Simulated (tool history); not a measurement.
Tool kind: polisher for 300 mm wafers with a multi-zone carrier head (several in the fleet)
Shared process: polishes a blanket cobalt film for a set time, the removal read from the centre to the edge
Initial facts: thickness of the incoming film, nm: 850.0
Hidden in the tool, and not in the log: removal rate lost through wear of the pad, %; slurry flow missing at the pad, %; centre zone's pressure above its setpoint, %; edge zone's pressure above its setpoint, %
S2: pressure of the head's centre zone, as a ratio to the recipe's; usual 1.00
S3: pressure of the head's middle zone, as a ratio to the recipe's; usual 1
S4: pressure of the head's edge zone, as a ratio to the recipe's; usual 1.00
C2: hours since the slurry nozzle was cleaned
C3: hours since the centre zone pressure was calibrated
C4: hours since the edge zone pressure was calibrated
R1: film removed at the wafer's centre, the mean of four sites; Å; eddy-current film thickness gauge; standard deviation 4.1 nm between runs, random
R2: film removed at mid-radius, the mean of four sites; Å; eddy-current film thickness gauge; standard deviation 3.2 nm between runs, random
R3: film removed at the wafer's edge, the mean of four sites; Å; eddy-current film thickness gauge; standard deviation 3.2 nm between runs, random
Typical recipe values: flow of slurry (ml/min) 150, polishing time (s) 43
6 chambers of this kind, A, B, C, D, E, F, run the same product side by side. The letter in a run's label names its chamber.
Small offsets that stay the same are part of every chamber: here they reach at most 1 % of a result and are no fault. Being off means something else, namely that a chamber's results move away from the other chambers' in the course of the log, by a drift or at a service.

{"run": "1D", "day": 0.533, "flow of slurry (ml/min)": 150, "S2": 1.0, "S3": 1, "S4": 1.0, "polishing time (s)": 43, "wafers polished on this pad": 462, "C2": 156.8, "C3": 754.5, "C4": 90.8, "R1": 3379.3, "R2": 3278.8, "R3": 3282.3}
{"run": "2B", "day": 1.096, "flow of slurry (ml/min)": 150, "S2": 1.0, "S3": 1, "S4": 1.0, "polishing time (s)": 43, "wafers polished on this pad": 280, "C2": 320.3, "C3": 262.3, "C4": 778.9, "R1": 3204.8, "R2": 3289.0, "R3": 3291.7}
{"day": 1.204, "done": "chamber C: worn pad replaced by a new one"}
{"day": 1.396, "done": "chamber B: slurry nozzle cleaned"}
{"run": "3C", "day": 1.492, "flow of slurry (ml/min)": 150, "S2": 1.0, "S3": 1, "S4": 1.0, "polishing time (s)": 43, "wafers polished on this pad": 65, "C2": 199.0, "C3": 598.6, "C4": 241.8, "R1": 3282.0, "R2": 3268.4, "R3": 3303.8}
{"day": 1.842, "done": "chamber E: centre zone pressure recalibrated"}
{"run": "4F", "day": 1.883, "flow of slurry (ml/min)": 150, "S2": 1.0, "S3": 1, "S4": 1.0, "polishing time (s)": 43, "wafers polished on this pad": 1027, "C2": 308.0, "C3": 95.8, "C4": 347.1, "R1": 3309.7, "R2": 3318.6, "R3": 3299.8}
{"day": 1.996, "done": "chamber E: slurry nozzle cleaned"}
{"run": "5A", "day": 2.225, "flow of slurry (ml/min)": 150, "S2": 1.0, "S3": 1, "S4": 1.0, "polishing time (s)": 43, "wafers polished on this pad": 604, "C2": 424.3, "C3": 129.5, "C4": 972.9, "R1": 3279.8, "R2": 3272.1, "R3": 3297.8}
{"day": 2.558, "done": "chamber D: worn pad replaced by a new one"}
{"day": 2.579, "done": "chamber E: worn pad replaced by a new one"}
{"run": "6E", "day": 2.625, "flow of slurry (ml/min)": 150, "S2": 1.0, "S3": 1, "S4": 1.0, "polishing time (s)": 43, "wafers polished on this pad": 11, "C2": 15.1, "C3": 18.9, "C4": 132.7, "R1": 3237.8, "R2": 3279.2, "R3": 3244.3}
{"day": 2.921, "done": "chamber F: worn pad replaced by a new one"}
{"run": "7E", "day": 3.204, "flow of slurry (ml/min)": 150, "S2": 1.0, "S3": 1, "S4": 1.0, "polishing time (s)": 43, "wafers polished on this pad": 142, "C2": 29.0, "C3": 32.8, "C4": 146.6, "R1": 3258.2, "R2": 3317.8, "R3": 3324.3}
{"day": 3.521, "done": "chamber A: worn pad replaced by a new one"}
{"run": "8B", "day": 3.783, "flow of slurry (ml/min)": 150, "S2": 1.0, "S3": 1, "S4": 1.0, "polishing time (s)": 43, "wafers polished on this pad": 889, "C2": 57.4, "C3": 326.8, "C4": 843.4, "R1": 3307.8, "R2": 3238.9, "R3": 3276.0}
{"run": "9A", "day": 4.271, "flow of slurry (ml/min)": 150, "S2": 1.0, "S3": 1, "S4": 1.0, "polishing time (s)": 43, "wafers polished on this pad": 170, "C2": 473.4, "C3": 178.6, "C4": 1022.0, "R1": 3205.4, "R2": 3232.9, "R3": 3263.5}
{"run": "10F", "day": 4.583, "flow of slurry (ml/min)": 150, "S2": 1.0, "S3": 1, "S4": 1.0, "polishing time (s)": 43, "wafers polished on this pad": 376, "C2": 372.8, "C3": 160.6, "C4": 411.9, "R1": 3303.8, "R2": 3251.7, "R3": 3333.8}
{"day": 5.004, "done": "chamber C: worn pad replaced by a new one"}
{"run": "11C", "day": 5.092, "flow of slurry (ml/min)": 150, "S2": 1.0, "S3": 1, "S4": 1.0, "polishing time (s)": 43, "wafers polished on this pad": 20, "C2": 285.4, "C3": 685.0, "C4": 328.2, "R1": 3319.3, "R2": 3276.3, "R3": 3244.4}
{"run": "12D", "day": 5.408, "flow of slurry (ml/min)": 150, "S2": 1.0, "S3": 1, "S4": 1.0, "polishing time (s)": 43, "wafers polished on this pad": 646, "C2": 273.8, "C3": 871.5, "C4": 207.8, "R1": 3321.6, "R2": 3260.0, "R3": 3313.2}
{"run": "13C", "day": 5.883, "flow of slurry (ml/min)": 150, "S2": 1.0, "S3": 1, "S4": 1.0, "polishing time (s)": 43, "wafers polished on this pad": 199, "C2": 304.4, "C3": 704.0, "C4": 347.2, "R1": 3266.7, "R2": 3337.3, "R3": 3258.6}
{"day": 5.988, "done": "chamber B: worn pad replaced by a new one"}
{"day": 6.246, "done": "chamber D: worn pad replaced by a new one"}
{"run": "14D", "day": 6.246, "flow of slurry (ml/min)": 150, "S2": 1.0, "S3": 1, "S4": 1.0, "polishing time (s)": 43, "wafers polished on this pad": 0, "C2": 293.9, "C3": 891.6, "C4": 227.9, "R1": 3282.1, "R2": 3315.1, "R3": 3275.5}
{"run": "15E", "day": 6.8, "flow of slurry (ml/min)": 150, "S2": 1.0, "S3": 1, "S4": 1.0, "polishing time (s)": 43, "wafers polished on this pad": 957, "C2": 115.3, "C3": 119.1, "C4": 232.9, "R1": 3318.3, "R2": 3265.4, "R3": 3277.7}
{"day": 7.104, "done": "chamber E: worn pad replaced by a new one"}
{"run": "16A", "day": 7.212, "flow of slurry (ml/min)": 150, "S2": 1.0, "S3": 1, "S4": 1.08, "polishing time (s)": 51, "wafers polished on this pad": 836, "C2": 544.0, "C3": 249.2, "C4": 1092.6, "R1": 3823.1, "R2": 3882.0, "R3": 4079.0}
{"run": "17B", "day": 7.488, "flow of slurry (ml/min)": 150, "S2": 1.0, "S3": 1, "S4": 1.08, "polishing time (s)": 51, "wafers polished on this pad": 340, "C2": 146.3, "C3": 415.7, "C4": 932.3, "R1": 3919.3, "R2": 3935.8, "R3": 4061.6}
{"day": 7.925, "done": "chamber F: worn pad replaced by a new one"}
{"run": "18F", "day": 8.083, "flow of slurry (ml/min)": 150, "S2": 1.0, "S3": 1, "S4": 1.08, "polishing time (s)": 51, "wafers polished on this pad": 36, "C2": 456.8, "C3": 244.6, "C4": 495.9, "R1": 3932.1, "R2": 3911.7, "R3": 4070.1}
{"day": 8.221, "done": "chamber A: worn pad replaced by a new one"}
{"run": "19D", "day": 8.567, "flow of slurry (ml/min)": 150, "S2": 1.0, "S3": 1, "S4": 1.08, "polishing time (s)": 51, "wafers polished on this pad": 526, "C2": 349.6, "C3": 947.3, "C4": 283.6, "R1": 3897.9, "R2": 3951.5, "R3": 4053.0}
{"run": "20E", "day": 8.825, "flow of slurry (ml/min)": 150, "S2": 1.0, "S3": 1, "S4": 1.08, "polishing time (s)": 51, "wafers polished on this pad": 390, "C2": 163.9, "C3": 167.7, "C4": 281.5, "R1": 3929.9, "R2": 3862.2, "R3": 4059.2}
{"day": 8.862, "done": "chamber C: worn pad replaced by a new one"}
{"run": "21A", "day": 9.288, "flow of slurry (ml/min)": 150, "S2": 1.0, "S3": 1, "S4": 1.08, "polishing time (s)": 51, "wafers polished on this pad": 242, "C2": 593.8, "C3": 299.0, "C4": 1142.4, "R1": 3780.8, "R2": 3953.5, "R3": 4026.5}
{"run": "22F", "day": 9.833, "flow of slurry (ml/min)": 120, "S2": 1.0, "S3": 1, "S4": 1.0, "polishing time (s)": 43, "wafers polished on this pad": 432, "C2": 498.8, "C3": 286.6, "C4": 537.9, "R1": 3096.5, "R2": 3163.5, "R3": 3186.9}
{"day": 9.846, "done": "chamber C: slurry nozzle cleaned"}
{"day": 10.054, "done": "chamber D: worn pad replaced by a new one"}
{"day": 10.258, "done": "chamber B: edge zone pressure recalibrated"}
{"run": "23B", "day": 10.329, "flow of slurry (ml/min)": 120, "S2": 1.0, "S3": 1, "S4": 1.0, "polishing time (s)": 43, "wafers polished on this pad": 984, "C2": 214.5, "C3": 483.9, "C4": 1.7, "R1": 3104.1, "R2": 3135.4, "R3": 3196.4}
{"run": "24C", "day": 10.712, "flow of slurry (ml/min)": 120, "S2": 1.0, "S3": 1, "S4": 1.0, "polishing time (s)": 43, "wafers polished on this pad": 419, "C2": 20.8, "C3": 819.9, "C4": 463.1, "R1": 3080.1, "R2": 3079.4, "R3": 3170.3}
{"run": "25A", "day": 11.308, "flow of slurry (ml/min)": 120, "S2": 1.0, "S3": 1, "S4": 1.0, "polishing time (s)": 43, "wafers polished on this pad": 700, "C2": 642.3, "C3": 347.5, "C4": 1190.9, "R1": 3045.3, "R2": 3164.8, "R3": 3138.4}
{"day": 11.475, "done": "chamber E: worn pad replaced by a new one"}
{"run": "26B", "day": 11.688, "flow of slurry (ml/min)": 120, "S2": 1.0, "S3": 1, "S4": 1.0, "polishing time (s)": 43, "wafers polished on this pad": 1291, "C2": 247.1, "C3": 516.5, "C4": 34.3, "R1": 3125.5, "R2": 3102.1, "R3": 3247.4}
{"run": "27C", "day": 12.25, "flow of slurry (ml/min)": 120, "S2": 1.0, "S3": 1, "S4": 1.0, "polishing time (s)": 43, "wafers polished on this pad": 767, "C2": 57.7, "C3": 856.8, "C4": 500.0, "R1": 3107.5, "R2": 3134.2, "R3": 3142.3}
{"day": 12.271, "done": "chamber A: worn pad replaced by a new one"}
{"day": 12.288, "done": "chamber B: worn pad replaced by a new one"}
{"day": 12.417, "done": "chamber A: slurry nozzle cleaned"}
{"run": "28D", "day": 12.625, "flow of slurry (ml/min)": 150, "S2": 1.0, "S3": 1, "S4": 1.0, "polishing time (s)": 43, "wafers polished on this pad": 582, "C2": 447.0, "C3": 1044.7, "C4": 381.0, "R1": 3320.5, "R2": 3234.0, "R3": 3224.3}
{"run": "29E", "day": 12.933, "flow of slurry (ml/min)": 150, "S2": 1.0, "S3": 1, "S4": 1.0, "polishing time (s)": 43, "wafers polished on this pad": 330, "C2": 262.5, "C3": 266.3, "C4": 380.1, "R1": 3327.1, "R2": 3306.2, "R3": 3357.7}
{"day": 13.038, "done": "chamber C: worn pad replaced by a new one"}
{"day": 13.267, "done": "chamber C: edge zone pressure recalibrated"}
{"run": "30F", "day": 13.446, "flow of slurry (ml/min)": 150, "S2": 1.0, "S3": 1, "S4": 1.0, "polishing time (s)": 43, "wafers polished on this pad": 1251, "C2": 585.5, "C3": 373.3, "C4": 624.6, "R1": 3217.1, "R2": 3290.8, "R3": 3291.8}
{"run": "31D", "day": 13.975, "flow of slurry (ml/min)": 150, "S2": 1.0, "S3": 1, "S4": 1.0, "polishing time (s)": 43, "wafers polished on this pad": 888, "C2": 479.4, "C3": 1077.1, "C4": 413.4, "R1": 3341.5, "R2": 3317.5, "R3": 3294.0}
{"day": 14.062, "done": "chamber D: worn pad replaced by a new one"}
{"day": 14.192, "done": "chamber F: worn pad replaced by a new one"}
{"day": 14.471, "done": "chamber B: slurry nozzle cleaned"}
{"run": "32A", "day": 14.479, "flow of slurry (ml/min)": 150, "S2": 1.0, "S3": 1, "S4": 1.0, "polishing time (s)": 43, "wafers polished on this pad": 500, "C2": 49.6, "C3": 423.6, "C4": 1267.0, "R1": 3243.4, "R2": 3303.2, "R3": 3342.5}
{"run": "33B", "day": 14.95, "flow of slurry (ml/min)": 150, "S2": 1.0, "S3": 1, "S4": 1.0, "polishing time (s)": 43, "wafers polished on this pad": 603, "C2": 11.5, "C3": 594.8, "C4": 112.6, "R1": 3279.3, "R2": 3283.0, "R3": 3306.1}
{"day": 15.129, "done": "chamber E: slurry nozzle cleaned"}
{"run": "34F", "day": 15.425, "flow of slurry (ml/min)": 150, "S2": 1.0, "S3": 1, "S4": 1.0, "polishing time (s)": 43, "wafers polished on this pad": 279, "C2": 633.0, "C3": 420.8, "C4": 672.1, "R1": 3338.6, "R2": 3316.6, "R3": 3312.4}
{"day": 15.65, "done": "chamber E: worn pad replaced by a new one"}
{"run": "35E", "day": 15.792, "flow of slurry (ml/min)": 150, "S2": 1.0, "S3": 1, "S4": 1.0, "polishing time (s)": 43, "wafers polished on this pad": 32, "C2": 15.9, "C3": 334.9, "C4": 448.7, "R1": 3270.6, "R2": 3290.8, "R3": 3340.9}
{"run": "36C", "day": 16.379, "flow of slurry (ml/min)": 150, "S2": 1.0, "S3": 1, "S4": 1.0, "polishing time (s)": 43, "wafers polished on this pad": 757, "C2": 156.8, "C3": 955.9, "C4": 74.7, "R1": 3301.7, "R2": 3271.8, "R3": 3280.6}
{"day": 16.692, "done": "chamber C: worn pad replaced by a new one"}
{"run": "37A", "day": 16.808, "flow of slurry (ml/min)": 150, "S2": 1.0, "S3": 1, "S4": 1.0, "polishing time (s)": 43, "wafers polished on this pad": 1028, "C2": 105.5, "C3": 479.5, "C4": 1322.9, "R1": 3282.9, "R2": 3261.8, "R3": 3278.5}
{"run": "38C", "day": 17.071, "flow of slurry (ml/min)": 150, "S2": 1.0, "S3": 1, "S4": 1.0, "polishing time (s)": 43, "wafers polished on this pad": 86, "C2": 173.4, "C3": 972.5, "C4": 91.3, "R1": 3288.4, "R2": 3269.9, "R3": 3238.1}
{"run": "39F", "day": 17.558, "flow of slurry (ml/min)": 150, "S2": 1.0, "S3": 1, "S4": 1.0, "polishing time (s)": 43, "wafers polished on this pad": 763, "C2": 684.2, "C3": 472.0, "C4": 723.3, "R1": 3181.3, "R2": 3285.6, "R3": 3288.6}
{"run": "40E", "day": 18.004, "flow of slurry (ml/min)": 150, "S2": 0.96, "S3": 1, "S4": 0.9, "polishing time (s)": 43, "wafers polished on this pad": 534, "C2": 69.0, "C3": 388.0, "C4": 501.8, "R1": 3155.8, "R2": 3297.6, "R3": 3151.2}
{"day": 18.096, "done": "chamber D: worn pad replaced by a new one"}
{"run": "41D", "day": 18.417, "flow of slurry (ml/min)": 150, "S2": 0.96, "S3": 1, "S4": 0.9, "polishing time (s)": 43, "wafers polished on this pad": 72, "C2": 586.0, "C3": 1183.7, "C4": 520.0, "R1": 3196.8, "R2": 3273.9, "R3": 3093.4}

For the next run the whole fleet of 6 chambers uses the same settings. Give each chamber's results:
{"run": "42A", "day": 18.842, "flow of slurry (ml/min)": 150, "S2": 1.0, "S3": 1, "S4": 1.0, "polishing time (s)": 43, "R1": "?", "R2": "?", "R3": "?"}
{"run": "42B", "day": 18.842, "flow of slurry (ml/min)": 150, "S2": 1.0, "S3": 1, "S4": 1.0, "polishing time (s)": 43, "R1": "?", "R2": "?", "R3": "?"}
{"run": "42C", "day": 18.842, "flow of slurry (ml/min)": 150, "S2": 1.0, "S3": 1, "S4": 1.0, "polishing time (s)": 43, "R1": "?", "R2": "?", "R3": "?"}
{"run": "42D", "day": 18.842, "flow of slurry (ml/min)": 150, "S2": 1.0, "S3": 1, "S4": 1.0, "polishing time (s)": 43, "R1": "?", "R2": "?", "R3": "?"}
{"run": "42E", "day": 18.842, "flow of slurry (ml/min)": 150, "S2": 1.0, "S3": 1, "S4": 1.0, "polishing time (s)": 43, "R1": "?", "R2": "?", "R3": "?"}
{"run": "42F", "day": 18.842, "flow of slurry (ml/min)": 150, "S2": 1.0, "S3": 1, "S4": 1.0, "polishing time (s)": 43, "R1": "?", "R2": "?", "R3": "?"}

run=42A R1=3247.6 R2=3341.0 R3=3285.3
run=42B R1=3400.7 R2=3294.7 R3=3309.5
run=42C R1=3332.8 R2=3246.8 R3=3271.7
run=42D R1=3341.5 R2=3359.4 R3=3270.7
run=42E R1=3279.0 R2=3347.9 R3=3308.7
run=42F R1=3273.4 R2=3307.4 R3=3319.3
